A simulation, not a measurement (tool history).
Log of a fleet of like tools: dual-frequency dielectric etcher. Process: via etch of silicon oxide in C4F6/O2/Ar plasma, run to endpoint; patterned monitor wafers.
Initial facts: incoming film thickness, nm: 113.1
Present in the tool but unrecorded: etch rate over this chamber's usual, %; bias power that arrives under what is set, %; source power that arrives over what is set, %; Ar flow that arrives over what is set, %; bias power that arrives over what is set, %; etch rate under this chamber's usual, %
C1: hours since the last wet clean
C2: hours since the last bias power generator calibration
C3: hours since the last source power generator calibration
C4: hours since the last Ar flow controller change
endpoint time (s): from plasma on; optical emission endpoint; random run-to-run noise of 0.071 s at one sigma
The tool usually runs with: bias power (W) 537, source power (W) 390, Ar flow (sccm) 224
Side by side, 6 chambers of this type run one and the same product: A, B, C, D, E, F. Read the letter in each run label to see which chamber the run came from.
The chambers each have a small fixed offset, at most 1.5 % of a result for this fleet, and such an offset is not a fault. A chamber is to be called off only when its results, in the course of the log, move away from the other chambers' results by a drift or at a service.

{"run": "1E", "day": 0.1, "bias power (W)": 537, "source power (W)": 390, "Ar flow (sccm)": 224, "C1": 369.4, "C2": 573.2, "C3": 1897.7, "C4": 2654, "endpoint time (s)": 23.503}
{"run": "2C", "day": 0.242, "bias power (W)": 537, "source power (W)": 390, "Ar flow (sccm)": 224, "C1": 61.3, "C2": 3255.3, "C3": 329.9, "C4": 5402.8, "endpoint time (s)": 23.99}
{"day": 0.329, "done": "chamber B: bias power generator calibrated"}
{"run": "3D", "day": 0.388, "bias power (W)": 537, "source power (W)": 390, "Ar flow (sccm)": 224, "C1": 118.9, "C2": 3451, "C3": 3644.9, "C4": 98.9, "endpoint time (s)": 23.413}
{"run": "4F", "day": 0.529, "bias power (W)": 537, "source power (W)": 390, "Ar flow (sccm)": 224, "C1": 310.4, "C2": 3897.3, "C3": 158.4, "C4": 2190, "endpoint time (s)": 23.615}
{"run": "5B", "day": 0.712, "bias power (W)": 537, "source power (W)": 390, "Ar flow (sccm)": 224, "C1": 524.4, "C2": 9.3, "C3": 610.4, "C4": 1982.6, "endpoint time (s)": 23.9}
{"run": "6A", "day": 0.858, "bias power (W)": 464, "source power (W)": 390, "Ar flow (sccm)": 248, "C1": 54.1, "C2": 1140.2, "C3": 1916.4, "C4": 1204.1, "endpoint time (s)": 25.453}
{"run": "7D", "day": 1.079, "bias power (W)": 464, "source power (W)": 390, "Ar flow (sccm)": 248, "C1": 135.5, "C2": 3467.6, "C3": 3661.5, "C4": 115.5, "endpoint time (s)": 25.031}
{"run": "8F", "day": 1.225, "bias power (W)": 464, "source power (W)": 390, "Ar flow (sccm)": 248, "C1": 327.1, "C2": 3914, "C3": 175.1, "C4": 2206.7, "endpoint time (s)": 25.099}
{"run": "9A", "day": 1.408, "bias power (W)": 464, "source power (W)": 390, "Ar flow (sccm)": 248, "C1": 67.3, "C2": 1153.4, "C3": 1929.6, "C4": 1217.3, "endpoint time (s)": 25.469}
{"day": 1.433, "done": "chamber E: source power generator calibrated"}
{"run": "10C", "day": 1.617, "bias power (W)": 464, "source power (W)": 390, "Ar flow (sccm)": 248, "C1": 94.3, "C2": 3288.3, "C3": 362.9, "C4": 5435.8, "endpoint time (s)": 25.616}
{"run": "11E", "day": 1.746, "bias power (W)": 464, "source power (W)": 390, "Ar flow (sccm)": 248, "C1": 408.9, "C2": 612.7, "C3": 7.6, "C4": 2693.5, "endpoint time (s)": 25.154}
{"run": "12B", "day": 1.904, "bias power (W)": 537, "source power (W)": 390, "Ar flow (sccm)": 224, "C1": 553, "C2": 37.9, "C3": 639, "C4": 2011.2, "endpoint time (s)": 23.881}
{"run": "13E", "day": 2.071, "bias power (W)": 537, "source power (W)": 390, "Ar flow (sccm)": 224, "C1": 416.7, "C2": 620.5, "C3": 15.4, "C4": 2701.3, "endpoint time (s)": 23.634}
{"run": "14F", "day": 2.279, "bias power (W)": 537, "source power (W)": 390, "Ar flow (sccm)": 224, "C1": 352.4, "C2": 3939.3, "C3": 200.4, "C4": 2232, "endpoint time (s)": 23.73}
{"run": "15D", "day": 2.45, "bias power (W)": 537, "source power (W)": 390, "Ar flow (sccm)": 224, "C1": 168.4, "C2": 3500.5, "C3": 3694.4, "C4": 148.4, "endpoint time (s)": 23.421}
{"run": "16B", "day": 2.667, "bias power (W)": 537, "source power (W)": 390, "Ar flow (sccm)": 224, "C1": 571.3, "C2": 56.2, "C3": 657.3, "C4": 2029.5, "endpoint time (s)": 23.915}
{"run": "17C", "day": 2.796, "bias power (W)": 537, "source power (W)": 390, "Ar flow (sccm)": 224, "C1": 122.6, "C2": 3316.6, "C3": 391.2, "C4": 5464.1, "endpoint time (s)": 23.99}
{"run": "18A", "day": 2.967, "bias power (W)": 537, "source power (W)": 390, "Ar flow (sccm)": 224, "C1": 104.7, "C2": 1190.8, "C3": 1967, "C4": 1254.7, "endpoint time (s)": 23.803}
{"run": "19B", "day": 3.083, "bias power (W)": 537, "source power (W)": 390, "Ar flow (sccm)": 224, "C1": 581.3, "C2": 66.2, "C3": 667.3, "C4": 2039.5, "endpoint time (s)": 23.824}
{"day": 3.088, "done": "chamber B: wet clean of the chamber"}
{"run": "20D", "day": 3.217, "bias power (W)": 537, "source power (W)": 390, "Ar flow (sccm)": 224, "C1": 186.8, "C2": 3518.9, "C3": 3712.8, "C4": 166.8, "endpoint time (s)": 23.34}
{"day": 3.262, "done": "chamber E: wet clean of the chamber"}
{"run": "21E", "day": 3.362, "bias power (W)": 537, "source power (W)": 360, "Ar flow (sccm)": 224, "C1": 2.4, "C2": 651.5, "C3": 46.4, "C4": 2732.3, "endpoint time (s)": 24.291}
{"run": "22C", "day": 3.521, "bias power (W)": 537, "source power (W)": 360, "Ar flow (sccm)": 224, "C1": 140, "C2": 3334, "C3": 408.6, "C4": 5481.5, "endpoint time (s)": 24.821}
{"run": "23A", "day": 3.633, "bias power (W)": 537, "source power (W)": 360, "Ar flow (sccm)": 224, "C1": 120.7, "C2": 1206.8, "C3": 1983, "C4": 1270.7, "endpoint time (s)": 24.47}
{"run": "24F", "day": 3.833, "bias power (W)": 537, "source power (W)": 360, "Ar flow (sccm)": 224, "C1": 389.7, "C2": 3976.6, "C3": 237.7, "C4": 2269.3, "endpoint time (s)": 24.112}
{"run": "25F", "day": 4.046, "bias power (W)": 537, "source power (W)": 360, "Ar flow (sccm)": 224, "C1": 394.8, "C2": 3981.7, "C3": 242.8, "C4": 2274.4, "endpoint time (s)": 24.198}
{"run": "26C", "day": 4.225, "bias power (W)": 537, "source power (W)": 360, "Ar flow (sccm)": 224, "C1": 156.9, "C2": 3350.9, "C3": 425.5, "C4": 5498.4, "endpoint time (s)": 24.693}
{"run": "27E", "day": 4.346, "bias power (W)": 537, "source power (W)": 390, "Ar flow (sccm)": 224, "C1": 26, "C2": 675.1, "C3": 70, "C4": 2755.9, "endpoint time (s)": 23.494}
{"run": "28B", "day": 4.512, "bias power (W)": 537, "source power (W)": 390, "Ar flow (sccm)": 224, "C1": 34.3, "C2": 100.5, "C3": 701.6, "C4": 2073.8, "endpoint time (s)": 23.935}
{"run": "29A", "day": 4.662, "bias power (W)": 537, "source power (W)": 390, "Ar flow (sccm)": 224, "C1": 145.4, "C2": 1231.5, "C3": 2007.7, "C4": 1295.4, "endpoint time (s)": 23.694}
{"run": "30D", "day": 4.817, "bias power (W)": 537, "source power (W)": 390, "Ar flow (sccm)": 224, "C1": 225.2, "C2": 3557.3, "C3": 3751.2, "C4": 205.2, "endpoint time (s)": 23.23}
{"run": "31C", "day": 5.017, "bias power (W)": 627, "source power (W)": 390, "Ar flow (sccm)": 205, "C1": 175.9, "C2": 3369.9, "C3": 444.5, "C4": 5517.4, "endpoint time (s)": 22.385}
{"run": "32E", "day": 5.146, "bias power (W)": 627, "source power (W)": 390, "Ar flow (sccm)": 205, "C1": 45.2, "C2": 694.3, "C3": 89.2, "C4": 2775.1, "endpoint time (s)": 22.035}
{"run": "33F", "day": 5.358, "bias power (W)": 627, "source power (W)": 390, "Ar flow (sccm)": 205, "C1": 426.3, "C2": 4013.2, "C3": 274.3, "C4": 2305.9, "endpoint time (s)": 22.014}
{"run": "34B", "day": 5.55, "bias power (W)": 627, "source power (W)": 390, "Ar flow (sccm)": 205, "C1": 59.2, "C2": 125.4, "C3": 726.5, "C4": 2098.7, "endpoint time (s)": 22.312}
{"run": "35A", "day": 5.708, "bias power (W)": 627, "source power (W)": 390, "Ar flow (sccm)": 205, "C1": 170.5, "C2": 1256.6, "C3": 2032.8, "C4": 1320.5, "endpoint time (s)": 22.24}
{"run": "36D", "day": 5.921, "bias power (W)": 627, "source power (W)": 390, "Ar flow (sccm)": 205, "C1": 251.7, "C2": 3583.8, "C3": 3777.7, "C4": 231.7, "endpoint time (s)": 21.875}
{"run": "37B", "day": 6.096, "bias power (W)": 537, "source power (W)": 390, "Ar flow (sccm)": 224, "C1": 72.3, "C2": 138.5, "C3": 739.6, "C4": 2111.8, "endpoint time (s)": 23.93}

Is one chamber out of step, is the gauge drifting, or do the chambers differ by no more than their own small offsets? For an off chamber, give its letter and the likeliest cause.

Neither any chamber nor the gauge drifts; the chambers differ only by their own small, steady offsets.
